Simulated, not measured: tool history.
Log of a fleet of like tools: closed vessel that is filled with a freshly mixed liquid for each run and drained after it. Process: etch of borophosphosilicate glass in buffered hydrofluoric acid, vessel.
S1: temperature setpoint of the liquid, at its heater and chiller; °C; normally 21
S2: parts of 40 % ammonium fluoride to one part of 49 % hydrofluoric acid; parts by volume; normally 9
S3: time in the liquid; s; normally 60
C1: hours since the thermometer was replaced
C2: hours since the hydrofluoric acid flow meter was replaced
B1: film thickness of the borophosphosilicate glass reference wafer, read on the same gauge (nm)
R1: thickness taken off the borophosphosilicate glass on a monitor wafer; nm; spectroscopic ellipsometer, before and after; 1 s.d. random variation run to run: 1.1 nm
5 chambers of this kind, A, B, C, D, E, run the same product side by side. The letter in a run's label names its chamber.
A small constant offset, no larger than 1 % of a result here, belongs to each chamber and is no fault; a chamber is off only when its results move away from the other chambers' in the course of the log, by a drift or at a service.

run 1E hour=5.7 | S1=21 S2=9 S3=60 | C1=187.1 C2=17 | B1=90.003 | R1=137.46
run 2C hour=9.4 | S1=21 S2=9 S3=60 | C1=1389.4 C2=1544.8 | B1=89.997 | R1=139.33
run 3B hour=13.1 | S1=21 S2=9 S3=60 | C1=827.1 C2=1101.4 | B1=89.979 | R1=138.73
run 4D hour=18.6 | S1=21 S2=9 S3=60 | C1=1126.6 C2=501.4 | B1=89.956 | R1=137.95
run 5A hour=22.3 | S1=21 S2=9 S3=60 | C1=842.8 C2=829.2 | B1=89.989 | R1=137.35
run 6A hour=28.1 | S1=21 S2=9 S3=60 | C1=848.6 C2=835 | B1=89.998 | R1=138.65
run 7D hour=32.7 | S1=21 S2=9 S3=60 | C1=1140.7 C2=515.5 | B1=89.989 | R1=136.88
run 8E hour=38.4 | S1=21 S2=9 S3=60 | C1=219.8 C2=49.7 | B1=90.026 | R1=135.74
run 9C hour=41.4 | S1=21 S2=9 S3=30 | C1=1421.4 C2=1576.8 | B1=89.943 | R1=70.201
run 10B hour=47.2 | S1=21 S2=9 S3=30 | C1=861.2 C2=1135.5 | B1=89.977 | R1=68.631
run 11B hour=50.7 | S1=21 S2=9 S3=30 | C1=864.7 C2=1139 | B1=89.972 | R1=69.279
run 12A hour=55.5 | S1=21 S2=9 S3=30 | C1=876 C2=862.4 | B1=89.968 | R1=69.534
run 13D hour=60.4 | S1=21 S2=9 S3=30 | C1=1168.4 C2=543.2 | B1=89.998 | R1=68.127
run 14C hour=65.5 | S1=21 S2=9 S3=60 | C1=1445.5 C2=1600.9 | B1=90.014 | R1=139.06
run 15E hour=69.7 | S1=21 S2=9 S3=60 | C1=251.1 C2=81 | B1=90.045 | R1=138.3
run 16C hour=73 | S1=21 S2=9 S3=60 | C1=1453 C2=1608.4 | B1=90.016 | R1=139.29
run 17D hour=78 | S1=21 S2=9 S3=60 | C1=1186 C2=560.8 | B1=89.974 | R1=137.41
run 18A hour=81.8 | S1=21 S2=9 S3=60 | C1=902.3 C2=888.7 | B1=89.965 | R1=139.4
run 19B hour=85.6 | S1=21 S2=9 S3=60 | C1=899.6 C2=1173.9 | B1=89.977 | R1=140.94
run 20E hour=89 | S1=21 S2=9 S3=60 | C1=270.4 C2=100.3 | B1=89.979 | R1=137.17
run 21C hour=95.2 | S1=21 S2=9 S3=50 | C1=1475.2 C2=1630.6 | B1=90.024 | R1=115.03
run 22A hour=98.1 | S1=21 S2=9 S3=50 | C1=918.6 C2=905 | B1=89.976 | R1=116.13
run 23D hour=102.7 | S1=21 S2=9 S3=50 | C1=1210.7 C2=585.5 | B1=89.989 | R1=113.76
run 24B hour=106.9 | S1=21 S2=9 S3=50 | C1=920.9 C2=1195.2 | B1=90.022 | R1=118.21
-- hour=107.5 chamber D: hydrofluoric acid flow meter replaced
run 25E hour=110.9 | S1=21 S2=9 S3=50 | C1=292.3 C2=122.2 | B1=90.005 | R1=114.88
run 26E hour=114.4 | S1=21 S2=9 S3=35 | C1=295.8 C2=125.7 | B1=89.989 | R1=80.283
run 27D hour=120.5 | S1=21 S2=9 S3=35 | C1=1228.5 C2=13 | B1=89.946 | R1=80.601
run 28B hour=123.6 | S1=21 S2=9 S3=35 | C1=937.6 C2=1211.9 | B1=90.024 | R1=84.147
run 29A hour=128.8 | S1=21 S2=9 S3=35 | C1=949.3 C2=935.7 | B1=89.998 | R1=80.828
run 30C hour=133.6 | S1=21 S2=9 S3=35 | C1=1513.6 C2=1669 | B1=89.993 | R1=81.349
run 31D hour=136.8 | S1=21 S2=11.5 S3=30 | C1=1244.8 C2=29.3 | B1=89.997 | R1=55.545
run 32C hour=140.9 | S1=21 S2=11.5 S3=30 | C1=1520.9 C2=1676.3 | B1=90.017 | R1=57.293
run 33E hour=147.1 | S1=21 S2=11.5 S3=30 | C1=328.5 C2=158.4 | B1=90.013 | R1=56.491
run 34B hour=153.1 | S1=21 S2=11.5 S3=30 | C1=967.1 C2=1241.4 | B1=90.018 | R1=59.422
run 35A hour=158.3 | S1=21 S2=11.5 S3=30 | C1=978.8 C2=965.2 | B1=90.016 | R1=57.064
run 36A hour=162.3 | S1=21 S2=9 S3=60 | C1=982.8 C2=969.2 | B1=90.011 | R1=137.63
run 37E hour=168.4 | S1=21 S2=9 S3=60 | C1=349.8 C2=179.7 | B1=90.027 | R1=137.03
run 38D hour=171.7 | S1=17 S2=9 S3=60 | C1=1279.7 C2=64.2 | B1=90.019 | R1=109.96
run 39C hour=176.5 | S1=17 S2=9 S3=60 | C1=1556.5 C2=1711.9 | B1=89.974 | R1=109.54
run 40B hour=183.1 | S1=17 S2=9 S3=60 | C1=997.1 C2=1271.4 | B1=90.019 | R1=121.24
run 41E hour=187.6 | S1=17 S2=9 S3=60 | C1=369 C2=198.9 | B1=89.961 | R1=109.29
run 42C hour=191.9 | S1=17 S2=9 S3=60 | C1=1571.9 C2=1727.3 | B1=89.974 | R1=110.89
run 43D hour=196.3 | S1=21 S2=9 S3=60 | C1=1304.3 C2=88.8 | B1=90.042 | R1=137.9
run 44B hour=202.9 | S1=21 S2=9 S3=60 | C1=1016.9 C2=1291.2 | B1=89.994 | R1=150.71

The same settings go to every chamber for the next run, one line per chamber below. Forecast the results for each:
run 45A hour=207.5 | S1=21 S2=9 S3=60 | R1=?
run 45B hour=207.5 | S1=21 S2=9 S3=60 | R1=?
run 45C hour=207.5 | S1=21 S2=9 S3=60 | R1=?
run 45D hour=207.5 | S1=21 S2=9 S3=60 | R1=?
run 45E hour=207.5 | S1=21 S2=9 S3=60 | R1=?

run=45A R1=137.28
run=45B R1=151.08
run=45C R1=138.9
run=45D R1=139.4
run=45E R1=137.56
